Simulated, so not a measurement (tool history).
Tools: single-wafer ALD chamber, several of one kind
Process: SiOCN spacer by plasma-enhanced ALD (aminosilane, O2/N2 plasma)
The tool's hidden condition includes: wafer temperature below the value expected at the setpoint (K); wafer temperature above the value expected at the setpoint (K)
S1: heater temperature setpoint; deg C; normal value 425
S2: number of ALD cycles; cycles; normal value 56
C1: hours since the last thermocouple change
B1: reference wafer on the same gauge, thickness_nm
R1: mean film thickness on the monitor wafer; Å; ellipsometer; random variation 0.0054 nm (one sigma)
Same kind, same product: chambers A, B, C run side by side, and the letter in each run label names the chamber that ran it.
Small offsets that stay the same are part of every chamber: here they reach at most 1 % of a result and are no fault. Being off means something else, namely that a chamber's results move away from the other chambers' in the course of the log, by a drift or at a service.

Run 1C, hour 9.6: usual settings; C1 224.4; B1 3.0199. Result: R1 31.497 Å.
Run 2B, hour 16.2: usual settings; C1 535.1; B1 3.0193. Result: R1 31.249 Å.
Run 3A, hour 24.1: usual settings; C1 490; B1 3.0179. Result: R1 31.385 Å.
Run 4A, hour 33.6: usual settings; C1 499.5; B1 3.0184. Result: R1 31.455 Å.
Run 5B, hour 48.6: usual settings; C1 567.5; B1 3.0169. Result: R1 31.19 Å.
Run 6C, hour 60.2: usual settings; C1 275; B1 3.0148. Result: R1 31.374 Å.
Run 7B, hour 67.7: usual settings; C1 586.6; B1 3.0155. Result: R1 31.135 Å.
Run 8A, hour 76.2: usual settings but S1 439 deg C, S2 65 cycles; C1 542.1; B1 3.015. Result: R1 34.731 Å.
Run 9C, hour 89.3: usual settings but S1 439 deg C, S2 65 cycles; C1 304.1; B1 3.0125. Result: R1 34.773 Å.
Run 10A, hour 103.8: usual settings but S1 439 deg C, S2 65 cycles; C1 569.7; B1 3.0109. Result: R1 34.734 Å.
Run 11B, hour 114.2: usual settings; C1 633.1; B1 3.0115. Result: R1 31.152 Å.
Run 12C, hour 123.1: usual settings but S1 433 deg C; C1 337.9; B1 3.0102. Result: R1 30.487 Å.
Run 13A, hour 137.1: usual settings but S1 433 deg C; C1 603; B1 3.009. Result: R1 30.471 Å.
Run 14B, hour 146.3: usual settings but S1 433 deg C; C1 665.2; B1 3.0079. Result: R1 30.392 Å.
Run 15C, hour 152.9: usual settings; C1 367.7; B1 3.0063. Result: R1 31.309 Å.
Run 16C, hour 166.6: usual settings; C1 381.4; B1 3.0074. Result: R1 31.283 Å.
Run 17A, hour 177.6: usual settings; C1 643.5; B1 3.0074. Result: R1 31.334 Å.
Run 18B, hour 187.7: usual settings; C1 706.6; B1 3.0061. Result: R1 31.181 Å.
Run 19B, hour 197.1: usual settings; C1 716; B1 3.005. Result: R1 31.14 Å.
Run 20A, hour 208.4: usual settings; C1 674.3; B1 3.0039. Result: R1 31.265 Å.
Run 21C, hour 215.1: usual settings but S2 60 cycles; C1 429.9; B1 3.0043. Result: R1 33.46 Å.
Run 22C, hour 230.3: usual settings but S2 60 cycles; C1 445.1; B1 3.0029. Result: R1 33.44 Å.
Run 23B, hour 238.1: usual settings but S2 60 cycles; C1 757; B1 3.002. Result: R1 33.341 Å.
Run 24A, hour 246.9: usual settings but S1 417 deg C; C1 712.8; B1 3.0019. Result: R1 31.933 Å.
Run 25B, hour 257.4: usual settings but S1 417 deg C; C1 776.3; B1 3.0017. Result: R1 31.875 Å.
Run 26C, hour 270.1: usual settings but S1 417 deg C; C1 484.9; B1 2.9988. Result: R1 32.083 Å.
Run 27A, hour 276.7: usual settings; C1 742.6; B1 3.0006. Result: R1 31.23 Å.

All 3 chambers run these settings next. Forecast each chamber's results:
Run 28A, hour 287.6: usual settings but S1 412 deg C. Result: R1 ?.
Run 28B, hour 287.6: usual settings but S1 412 deg C. Result: R1 ?.
Run 28C, hour 287.6: usual settings but S1 412 deg C. Result: R1 ?.

run      R1
28A  32.498
28B  32.351
28C  32.525
